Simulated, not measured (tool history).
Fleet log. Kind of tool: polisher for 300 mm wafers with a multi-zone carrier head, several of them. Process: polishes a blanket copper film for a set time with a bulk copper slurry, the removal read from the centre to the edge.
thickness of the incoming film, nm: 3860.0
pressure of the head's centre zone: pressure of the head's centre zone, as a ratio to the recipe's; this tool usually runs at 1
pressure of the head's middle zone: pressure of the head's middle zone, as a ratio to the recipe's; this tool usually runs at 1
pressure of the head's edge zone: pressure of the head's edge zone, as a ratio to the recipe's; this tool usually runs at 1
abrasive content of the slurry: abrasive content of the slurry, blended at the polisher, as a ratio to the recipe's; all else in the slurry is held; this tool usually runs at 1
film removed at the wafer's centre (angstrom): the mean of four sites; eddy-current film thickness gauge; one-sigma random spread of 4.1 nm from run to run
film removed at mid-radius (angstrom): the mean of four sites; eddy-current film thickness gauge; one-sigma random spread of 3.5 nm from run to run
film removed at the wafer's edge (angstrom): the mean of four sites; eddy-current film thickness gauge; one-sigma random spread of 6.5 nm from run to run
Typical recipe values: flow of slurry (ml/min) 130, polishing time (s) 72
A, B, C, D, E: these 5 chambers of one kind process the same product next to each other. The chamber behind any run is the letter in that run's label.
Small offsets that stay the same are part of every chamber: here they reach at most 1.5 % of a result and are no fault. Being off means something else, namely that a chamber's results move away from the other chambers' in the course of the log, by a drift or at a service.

run   hour  flow of slurry (ml/min)  pressure of the head's centre zone  pressure of the head's middle zone  pressure of the head's edge zone  abrasive content of the slurry  polishing time (s)  wafers polished on this pad  hours since the slurry nozzle was cleaned  hours since the centre zone pressure was calibrated  hours since the edge zone pressure was calibrated  film removed at the wafer's centre (angstrom)  film removed at mid-radius (angstrom)  film removed at the wafer's edge (angstrom)
 1E    5.4                      130                                   1                                   1                                 1                               1                  72                          574                                      147.7                                                449.2                                              109.8                                         4638.1                                 4667.5                                       4770.7
 2C     15                      130                                   1                                   1                                 1                               1                  72                         1133                                      632.8                                                219.4                                              707.5                                           4562                                 4660.6                                       4599.8
      15.2  -- chamber A: edge zone pressure recalibrated
      16.4  -- chamber B: edge zone pressure recalibrated
      18.3  -- chamber D: worn pad replaced by a new one
 3A   19.6                      130                                   1                                   1                                 1                               1                  72                         1049                                      287.5                                                248.4                                                4.5                                         4620.7                                 4618.6                                       4701.8
      23.6  -- chamber C: worn pad replaced by a new one
 4D   24.9                      130                                   1                                   1                                 1                               1                  72                           92                                      138.3                                                199.7                                               48.5                                         4560.8                                 4537.8                                       4557.2
      28.9  -- chamber B: worn pad replaced by a new one
 5B   30.1                      130                                   1                                   1                                 1                               1                  72                           17                                      384.2                                                370.1                                               13.7                                         4681.7                                 4668.2                                       4565.7
      36.7  -- chamber A: worn pad replaced by a new one
 6C   37.5                      130                                   1                                   1                                 1                               1                  72                          193                                      655.3                                                241.9                                                730                                         4574.4                                 4552.5                                       4617.6
 7E   47.3                      130                                   1                                   1                                 1                               1                  72                         1157                                      189.6                                                491.1                                              151.7                                         4568.4                                 4582.9                                       4547.6
      53.6  -- chamber A: centre zone pressure recalibrated
 8D   53.9                      130                                   1                                   1                                 1                               1                  72                          495                                      167.3                                                228.7                                               77.5                                         4483.9                                 4574.1                                       4488.1
      60.6  -- chamber E: worn pad replaced by a new one
 9A   61.7                      130                                   1                                   1                                 1                               1                  72                          348                                      329.6                                                  8.1                                               46.6                                         4601.5                                 4623.3                                       4800.6
10B   67.9                      130                                   1                                   1                                 1                               1                  72                          543                                        422                                                407.9                                               51.5                                         4566.4                                 4688.5                                       4713.1
      71.6  -- chamber B: worn pad replaced by a new one
11B   75.1                      130                                   1                                   1                                 1                               1                  72                           49                                      429.2                                                415.1                                               58.7                                         4594.8                                 4619.5                                       4531.7
12C   82.4                      130                                   1                                   1                                 1                               1                  72                          817                                      700.2                                                286.8                                              774.9                                         4591.2                                 4615.2                                       4522.5
13D   91.2                      130                                   1                                   1                                 1                               1                  72                         1014                                      204.6                                                  266                                              114.8                                         4524.7                                 4585.4                                       4691.9
14E   99.8                      130                                   1                                   1                                 1                               1                  72                          545                                      242.1                                                543.6                                              204.2                                         4571.1                                 4480.6                                       4586.5
15A  104.4                      130                                   1                                   1                                 1                               1                  72                          942                                      372.3                                                 50.8                                               89.3                                           4751                                 4603.3                                       4656.3
16D  111.4                       85                                   1                                1.07                                 1                               1                  72                         1294                                      224.8                                                286.2                                                135                                         3981.4                                 4309.3                                       4411.7
     112.4  -- chamber C: worn pad replaced by a new one
     117.2  -- chamber B: worn pad replaced by a new one
17A  120.7                       85                                   1                                1.07                                 1                               1                  72                         1168                                      388.6                                                 67.1                                              105.6                                         4051.3                                 4329.4                                       4194.6
       123  -- chamber D: worn pad replaced by a new one
18C  130.5                       85                                   1                                1.07                                 1                               1                  72                          252                                      748.3                                                334.9                                                823                                         3994.3                                 4347.7                                       4301.8
19B  137.2                       85                                   1                                1.07                                 1                               1                  72                          278                                      491.3                                                477.2                                              120.8                                         4038.4                                 4395.4                                       4282.1
     142.6  -- chamber D: slurry nozzle cleaned
20E  143.8                       85                                   1                                1.07                                 1                               1                  72                         1157                                      286.1                                                587.6                                              248.2                                         3838.5                                 4026.1                                       4137.9
     143.9  -- chamber A: worn pad replaced by a new one
     148.5  -- chamber E: worn pad replaced by a new one
21D  153.8                      130                                   1                                   1                                 1                               1                  72                          428                                       11.3                                                328.6                                              177.4                                         4540.2                                   4503                                       4608.2
     156.4  -- chamber B: worn pad replaced by a new one
22C  160.9                      130                                   1                                   1                                 1                               1                  72                          674                                      778.7                                                365.3                                              853.4                                         4666.7                                 4591.5                                       4587.4
23A  168.3                       95                                   1                                0.94                                 1                               1                  72                          340                                      436.2                                                114.7                                              153.2                                         4295.5                                 4040.6                                       4464.1
24B    174                       95                                   1                                0.94                                 1                               1                  72                          245                                      528.1                                                  514                                              157.6                                           4214                                 3977.6                                         4415
     175.8  -- chamber B: slurry nozzle cleaned
25E  181.4                       95                                   1                                0.94                                 1                               1                  72                          457                                      323.7                                                625.2                                              285.8                                         3841.2                                 3651.2                                       4081.4
26A  187.3                       95                                   1                                0.94                                 1                               1                  72                          604                                      455.2                                                133.7                                              172.2                                         4238.9                                 4046.8                                       4397.8
27D    194                       95                                   1                                0.94                                 1                               1                  72                          987                                       51.5                                                368.8                                              217.6                                         4164.3                                 4042.5                                       4375.3
28E  199.6                      130                                   1                                   1                                 1                               1                  72                          710                                      341.9                                                643.4                                                304                                         4258.1                                 4236.5                                       4453.5
       203  -- chamber C: worn pad replaced by a new one
     204.3  -- chamber B: worn pad replaced by a new one
29C  205.5                      130                                   1                                   1                              0.95                               1                  72                           35                                      823.3                                                409.9                                                898                                         4512.2                                 4610.5                                       4530.1
30B  214.7                      130                                   1                                   1                              0.95                               1                  72                          145                                       38.9                                                554.7                                              198.3                                         4647.9                                 4593.8                                       4619.3

Next, every chamber runs the same settings. What will each give?
31A  221.8                      130                                   1                                   1                                 1                               1                  88                                                                                                                                                                                                                              ?                                      ?                                            ?
31B  221.8                      130                                   1                                   1                                 1                               1                  88                                                                                                                                                                                                                              ?                                      ?                                            ?
31C  221.8                      130                                   1                                   1                                 1                               1                  88                                                                                                                                                                                                                              ?                                      ?                                            ?
31D  221.8                      130                                   1                                   1                                 1                               1                  88                                                                                                                                                                                                                              ?                                      ?                                            ?
31E  221.8                      130                                   1                                   1                                 1                               1                  88                                                                                                                                                                                                                              ?                                      ?                                            ?

run  film removed at the wafer's centre (angstrom)  film removed at mid-radius (angstrom)  film removed at the wafer's edge (angstrom)
31A                                         5716.9                                 5678.3                                       5754.6
31B                                         5704.6                                 5646.5                                         5741
31C                                         5544.3                                 5618.9                                       5637.7
31D                                         5543.8                                 5612.7                                       5641.6
31E                                         5067.3                                 5152.1                                       5235.9

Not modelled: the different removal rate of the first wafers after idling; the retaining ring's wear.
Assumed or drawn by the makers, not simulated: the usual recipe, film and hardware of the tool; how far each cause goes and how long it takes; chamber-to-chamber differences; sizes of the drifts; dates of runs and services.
